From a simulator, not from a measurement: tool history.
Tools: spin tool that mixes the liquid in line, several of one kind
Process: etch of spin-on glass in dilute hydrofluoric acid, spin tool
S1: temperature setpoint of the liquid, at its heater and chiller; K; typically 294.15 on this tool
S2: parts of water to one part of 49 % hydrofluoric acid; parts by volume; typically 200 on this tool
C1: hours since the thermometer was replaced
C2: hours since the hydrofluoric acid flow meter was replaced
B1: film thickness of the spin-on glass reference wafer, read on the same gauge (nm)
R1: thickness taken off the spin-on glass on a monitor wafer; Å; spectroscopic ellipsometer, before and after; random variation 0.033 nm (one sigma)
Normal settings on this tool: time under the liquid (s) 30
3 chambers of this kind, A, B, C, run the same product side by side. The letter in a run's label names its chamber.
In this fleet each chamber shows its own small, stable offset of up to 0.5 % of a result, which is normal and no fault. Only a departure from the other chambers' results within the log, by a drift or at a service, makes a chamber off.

run 1C hour=6 | S1=294.15 S2=200 time_under_the_liquid_(s)=30 | C1=824.3 C2=6.7 | B1=109.99 | R1=46.486
run 2B hour=9.2 | S1=294.15 S2=200 time_under_the_liquid_(s)=30 | C1=95.8 C2=1101.5 | B1=110 | R1=46.063
run 3A hour=14.4 | S1=294.15 S2=200 time_under_the_liquid_(s)=30 | C1=222.8 C2=107.8 | B1=109.99 | R1=46.681
run 4A hour=17.4 | S1=294.15 S2=200 time_under_the_liquid_(s)=30 | C1=225.8 C2=110.8 | B1=110.01 | R1=46.552
run 5C hour=23.4 | S1=294.15 S2=200 time_under_the_liquid_(s)=30 | C1=841.7 C2=24.1 | B1=110.01 | R1=46.469
run 6B hour=29 | S1=294.15 S2=200 time_under_the_liquid_(s)=30 | C1=115.6 C2=1121.3 | B1=110.01 | R1=46.73
run 7C hour=32.9 | S1=294.15 S2=200 time_under_the_liquid_(s)=30 | C1=851.2 C2=33.6 | B1=110 | R1=46.737
run 8A hour=39 | S1=294.15 S2=200 time_under_the_liquid_(s)=30 | C1=247.4 C2=132.4 | B1=110 | R1=45.995
run 9B hour=45.2 | S1=294.15 S2=200 time_under_the_liquid_(s)=30 | C1=131.8 C2=1137.5 | B1=110.01 | R1=46.544
run 10A hour=49.4 | S1=294.15 S2=200 time_under_the_liquid_(s)=30 | C1=257.8 C2=142.8 | B1=110 | R1=46.081
run 11B hour=54.6 | S1=294.15 S2=200 time_under_the_liquid_(s)=30 | C1=141.2 C2=1146.9 | B1=110 | R1=46.859
run 12C hour=60.2 | S1=294.15 S2=200 time_under_the_liquid_(s)=30 | C1=878.5 C2=60.9 | B1=110 | R1=47.159
run 13C hour=64 | S1=294.15 S2=200 time_under_the_liquid_(s)=30 | C1=882.3 C2=64.7 | B1=110.02 | R1=46.654
run 14A hour=69.1 | S1=294.15 S2=200 time_under_the_liquid_(s)=30 | C1=277.5 C2=162.5 | B1=110.01 | R1=46.307
-- hour=74.9 chamber B: hydrofluoric acid flow meter replaced
run 15B hour=75 | S1=294.15 S2=200 time_under_the_liquid_(s)=30 | C1=161.6 C2=0.1 | B1=109.99 | R1=46.499
run 16B hour=78.3 | S1=294.15 S2=200 time_under_the_liquid_(s)=30 | C1=164.9 C2=3.4 | B1=110.01 | R1=46.789
run 17C hour=83.1 | S1=294.15 S2=200 time_under_the_liquid_(s)=30 | C1=901.4 C2=83.8 | B1=110 | R1=46.531
run 18A hour=88.6 | S1=294.15 S2=200 time_under_the_liquid_(s)=30 | C1=297 C2=182 | B1=110 | R1=47.07
run 19A hour=92.7 | S1=294.15 S2=200 time_under_the_liquid_(s)=30 | C1=301.1 C2=186.1 | B1=110.01 | R1=47.127
run 20C hour=95.5 | S1=294.15 S2=200 time_under_the_liquid_(s)=30 | C1=913.8 C2=96.2 | B1=110 | R1=46.483
run 21B hour=100.1 | S1=294.15 S2=200 time_under_the_liquid_(s)=30 | C1=186.7 C2=25.2 | B1=109.99 | R1=46.457
run 22C hour=104.6 | S1=294.15 S2=200 time_under_the_liquid_(s)=30 | C1=922.9 C2=105.3 | B1=110 | R1=47.078
run 23A hour=107.8 | S1=294.15 S2=200 time_under_the_liquid_(s)=20 | C1=316.2 C2=201.2 | B1=109.98 | R1=31.503
run 24B hour=111.3 | S1=294.15 S2=200 time_under_the_liquid_(s)=20 | C1=197.9 C2=36.4 | B1=109.98 | R1=31.007
run 25B hour=117.4 | S1=294.15 S2=200 time_under_the_liquid_(s)=20 | C1=204 C2=42.5 | B1=109.98 | R1=31.269
run 26A hour=122.7 | S1=294.15 S2=200 time_under_the_liquid_(s)=30 | C1=331.1 C2=216.1 | B1=109.97 | R1=47.561
run 27C hour=128 | S1=294.15 S2=200 time_under_the_liquid_(s)=30 | C1=946.3 C2=128.7 | B1=110.01 | R1=47.238
run 28B hour=132.7 | S1=294.15 S2=200 time_under_the_liquid_(s)=30 | C1=219.3 C2=57.8 | B1=110 | R1=46.422
run 29A hour=136.1 | S1=294.15 S2=200 time_under_the_liquid_(s)=30 | C1=344.5 C2=229.5 | B1=109.99 | R1=47.75
run 30C hour=140.1 | S1=294.15 S2=200 time_under_the_liquid_(s)=30 | C1=958.4 C2=140.8 | B1=110.03 | R1=46.792
run 31B hour=144.5 | S1=294.15 S2=200 time_under_the_liquid_(s)=30 | C1=231.1 C2=69.6 | B1=110 | R1=46.666
run 32A hour=149 | S1=294.15 S2=200 time_under_the_liquid_(s)=30 | C1=357.4 C2=242.4 | B1=109.99 | R1=47.929
run 33C hour=154.9 | S1=294.15 S2=200 time_under_the_liquid_(s)=30 | C1=973.2 C2=155.6 | B1=109.98 | R1=47.074
run 34B hour=158.8 | S1=294.15 S2=135 time_under_the_liquid_(s)=30 | C1=245.4 C2=83.9 | B1=110 | R1=73.193
run 35C hour=164.8 | S1=294.15 S2=135 time_under_the_liquid_(s)=30 | C1=983.1 C2=165.5 | B1=109.99 | R1=73.359
run 36A hour=168.8 | S1=294.15 S2=135 time_under_the_liquid_(s)=30 | C1=377.2 C2=262.2 | B1=109.99 | R1=75.721
run 37B hour=173.6 | S1=294.15 S2=200 time_under_the_liquid_(s)=30 | C1=260.2 C2=98.7 | B1=110 | R1=46.516
run 38C hour=179.7 | S1=294.15 S2=200 time_under_the_liquid_(s)=30 | C1=998 C2=180.4 | B1=110.02 | R1=46.478

Next, every chamber runs the same settings. What will each give?
run 39A hour=184.3 | S1=294.15 S2=200 time_under_the_liquid_(s)=30 | R1=?
run 39B hour=184.3 | S1=294.15 S2=200 time_under_the_liquid_(s)=30 | R1=?
run 39C hour=184.3 | S1=294.15 S2=200 time_under_the_liquid_(s)=30 | R1=?

run=39A R1=48.443
run=39B R1=47.044
run=39C R1=46.523
